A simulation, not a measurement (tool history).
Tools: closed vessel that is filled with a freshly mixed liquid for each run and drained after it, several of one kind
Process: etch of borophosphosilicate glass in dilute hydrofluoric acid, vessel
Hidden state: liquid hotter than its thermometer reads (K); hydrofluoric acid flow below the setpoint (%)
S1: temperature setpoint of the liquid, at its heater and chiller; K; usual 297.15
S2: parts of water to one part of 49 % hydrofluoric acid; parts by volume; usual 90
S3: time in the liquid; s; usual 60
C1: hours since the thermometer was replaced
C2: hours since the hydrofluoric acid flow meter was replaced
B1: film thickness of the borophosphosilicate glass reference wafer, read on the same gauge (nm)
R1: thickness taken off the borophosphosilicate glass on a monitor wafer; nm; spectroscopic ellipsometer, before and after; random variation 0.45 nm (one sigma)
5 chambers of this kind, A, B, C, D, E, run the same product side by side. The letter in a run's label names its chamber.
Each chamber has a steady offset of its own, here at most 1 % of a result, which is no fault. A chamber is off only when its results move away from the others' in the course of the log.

Run 1D, hour 13.3: usual settings; C1 296.6; C2 231.2; B1 140.01. Result: R1 52.061 nm.
At hour 17.9: chamber A: thermometer replaced.
Run 2B, hour 25.9: usual settings; C1 331.7; C2 85.7; B1 140.01. Result: R1 51.097 nm.
Run 3E, hour 33: usual settings; C1 666; C2 348.2; B1 139.99. Result: R1 51.788 nm.
Run 4C, hour 45.4: usual settings; C1 748.4; C2 485.1; B1 140.03. Result: R1 50.386 nm.
Run 5A, hour 56.3: usual settings; C1 38.4; C2 912.7; B1 140.01. Result: R1 51.295 nm.
Run 6A, hour 69.5: usual settings; C1 51.6; C2 925.9; B1 140.01. Result: R1 51.881 nm.
Run 7E, hour 75.9: usual settings; C1 708.9; C2 391.1; B1 139.98. Result: R1 50.726 nm.
Run 8D, hour 85.7: usual settings; C1 369; C2 303.6; B1 140.03. Result: R1 51.773 nm.
Run 9C, hour 93: usual settings; C1 796; C2 532.7; B1 140.03. Result: R1 51.056 nm.
Run 10B, hour 103.5: usual settings but S1 299.15 K, S3 95 s; C1 409.3; C2 163.3; B1 139.97. Result: R1 87.772 nm.
Run 11B, hour 112.7: usual settings but S1 299.15 K, S3 95 s; C1 418.5; C2 172.5; B1 140.02. Result: R1 88.493 nm.
Run 12E, hour 118.9: usual settings but S1 299.15 K, S3 95 s; C1 751.9; C2 434.1; B1 139.98. Result: R1 88.517 nm.
Run 13D, hour 130.9: usual settings but S1 299.15 K, S3 95 s; C1 414.2; C2 348.8; B1 139.99. Result: R1 88.069 nm.
Run 14C, hour 141.1: usual settings but S1 299.15 K, S3 95 s; C1 844.1; C2 580.8; B1 139.99. Result: R1 87.176 nm.
Run 15A, hour 152.6: usual settings; C1 134.7; C2 1009; B1 140. Result: R1 51.516 nm.
At hour 156.7: chamber E: thermometer replaced.
Run 16D, hour 159.7: usual settings but S3 35 s; C1 443; C2 377.6; B1 140. Result: R1 29.943 nm.
Run 17C, hour 169: usual settings but S3 35 s; C1 872; C2 608.7; B1 140.01. Result: R1 29.841 nm.
Run 18B, hour 180.1: usual settings but S3 35 s; C1 485.9; C2 239.9; B1 140. Result: R1 30.565 nm.
Run 19A, hour 192.9: usual settings but S3 35 s; C1 175; C2 1049.3; B1 139.99. Result: R1 30.288 nm.
Run 20E, hour 199.7: usual settings but S3 35 s; C1 43.1; C2 514.9; B1 140.01. Result: R1 29.619 nm.
Run 21A, hour 208.8: usual settings; C1 190.9; C2 1065.2; B1 140.01. Result: R1 52.028 nm.
Run 22B, hour 215.6: usual settings; C1 521.4; C2 275.4; B1 140. Result: R1 52.088 nm.
Run 23E, hour 222.1: usual settings; C1 65.5; C2 537.3; B1 140.01. Result: R1 51.69 nm.
Run 24D, hour 234.9: usual settings; C1 518.2; C2 452.8; B1 140. Result: R1 51.391 nm.
Run 25C, hour 248.2: usual settings; C1 951.2; C2 687.9; B1 139.99. Result: R1 51.383 nm.
Run 26A, hour 257.6: usual settings; C1 239.7; C2 1114; B1 139.96. Result: R1 51.706 nm.
Run 27E, hour 267.6: usual settings; C1 111; C2 582.8; B1 140.04. Result: R1 50.871 nm.
Run 28C, hour 278.3: usual settings; C1 981.3; C2 718; B1 140.03. Result: R1 50.929 nm.
Run 29B, hour 291.1: usual settings; C1 596.9; C2 350.9; B1 140.03. Result: R1 54.884 nm.
Run 30D, hour 303.3: usual settings; C1 586.6; C2 521.2; B1 139.97. Result: R1 51.121 nm.
Run 31C, hour 313.9: usual settings; C1 1016.9; C2 753.6; B1 140. Result: R1 51.375 nm.
Run 32A, hour 319.9: usual settings; C1 302; C2 1176.3; B1 140.01. Result: R1 51.94 nm.

Is one chamber off against the others, does the gauge drift, or is nothing wrong? If a chamber is off, say which, and what the likeliest cause is.

Chamber B drifts away from the others.
Cause: liquid hotter than its thermometer reads (K) = 1.89.
The log may not tell that from: hydrofluoric acid flow above the setpoint (%).

Here are 4 candidates for chamber B's next run, each the usual settings with a change, their results left as question marks. Which one brings its results back in line with what the others give on the usual settings?
In line means no further than this from the other chambers' mean on the usual settings: R1 1.6 nm
Run 33B-1, hour 329.8: usual settings but S1 297.65 K. Result: R1 ?.
Run 33B-2, hour 329.8: usual settings but S1 296.65 K. Result: R1 ?.
Run 33B-3, hour 329.8: usual settings but S2 85 parts by volume. Result: R1 ?.
Run 33B-4, hour 329.8: usual settings but S1 295.15 K. Result: R1 ?.

The other chambers' mean on the usual settings: R1 51.303 nm
  run      R1
33B-1  56.362
33B-2  54.214
33B-3  58.892
33B-4  51.103
33B-4 brings the chamber back in line.
